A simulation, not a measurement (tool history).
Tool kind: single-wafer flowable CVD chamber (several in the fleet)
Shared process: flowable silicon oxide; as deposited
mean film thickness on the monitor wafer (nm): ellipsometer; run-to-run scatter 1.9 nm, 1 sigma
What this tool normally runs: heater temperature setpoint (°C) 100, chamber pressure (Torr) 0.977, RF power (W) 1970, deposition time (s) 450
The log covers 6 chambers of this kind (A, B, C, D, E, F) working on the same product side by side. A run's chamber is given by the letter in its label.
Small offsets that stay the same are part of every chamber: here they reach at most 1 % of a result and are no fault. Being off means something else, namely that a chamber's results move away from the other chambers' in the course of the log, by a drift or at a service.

run,hour,heater temperature setpoint (°C),chamber pressure (Torr),RF power (W),deposition time (s),"read-back reference wafer on the same gauge, thickness_nm",mean film thickness on the monitor wafer (nm)
1D,5.6,100,0.977,1970,450,372.06,354.33
# hour 6.3: chamber C: capacitance manometer re-zeroed and calibrated
2B,9.9,100,0.977,1970,450,372.53,349.61
3E,13.4,100,0.977,1970,450,371.86,352.59
4F,18.3,100,0.977,1970,450,372.01,350.82
5A,23.9,93,0.977,2265,450,372.06,449.58
6C,28.3,93,0.977,2265,450,372.53,449.12
7D,33.3,93,0.977,2265,450,372.4,453.07
8C,38.9,93,0.977,2265,450,372.58,452.76
9A,42.2,93,0.977,2265,450,371.41,450.04
10F,47.3,93,0.977,2265,450,372.15,449.57
# hour 49.3: chamber E: capacitance manometer re-zeroed and calibrated
11B,53.2,100,0.977,1970,450,371.62,348.16
12E,56.4,100,0.977,1970,450,372.3,353.36
13F,61.2,100,0.977,1970,450,372.47,350.43
14A,65.1,100,0.977,1970,450,372.1,349.04
15C,69.3,100,0.977,1970,450,372.66,348.39
16D,72.8,93,0.977,1970,450,372.77,440.79
17E,75.6,93,0.977,1970,450,372.71,444.49
18B,79.7,93,0.977,1970,450,372.28,438.43
19D,85.6,93,0.977,1970,450,371.82,438.34
20E,90.9,93,0.977,1970,450,372.39,445.94
# hour 91.8: chamber D: capacitance manometer re-zeroed and calibrated
21B,93.9,93,0.977,1970,450,371.61,438.01
22C,99.3,100,0.977,1970,450,372.11,349.42
23A,103.1,100,0.977,1970,450,372.13,350.33
24F,107.5,100,0.977,1970,450,372.03,348.69
25D,110.5,100,0.977,1970,450,372.04,367.42
26A,114.2,100,0.977,1970,450,372.16,347.65
27F,118.7,100,0.977,1970,450,372.24,353.5
28C,123.4,100,1.182,1970,480,371.98,465.18
29B,129.5,100,1.182,1970,480,371.4,465.46
30E,133.9,100,1.182,1970,480,372.19,461.56
31A,137.5,100,1.182,1970,480,372,460.34
32B,141.5,100,1.182,1970,480,371.66,464.97
33E,145.1,100,1.182,1970,480,371.87,468.09
34C,148.8,100,0.977,1970,450,372.08,349.77
35F,154.9,100,0.977,1970,450,372.1,352.52
36D,160.6,100,0.977,1600,364,371.92,283.62
37A,166.7,100,0.977,1600,364,371.83,266.14

Each of the 6 chambers runs these same settings next. Fill in every chamber's results:
38A,171.2,100,0.977,1970,450,,?
38B,171.2,100,0.977,1970,450,,?
38C,171.2,100,0.977,1970,450,,?
38D,171.2,100,0.977,1970,450,,?
38E,171.2,100,0.977,1970,450,,?
38F,171.2,100,0.977,1970,450,,?

run,mean film thickness on the monitor wafer (nm)
38A,348.49
38B,350.5
38C,349.55
38D,365.64
38E,352.24
38F,349.63
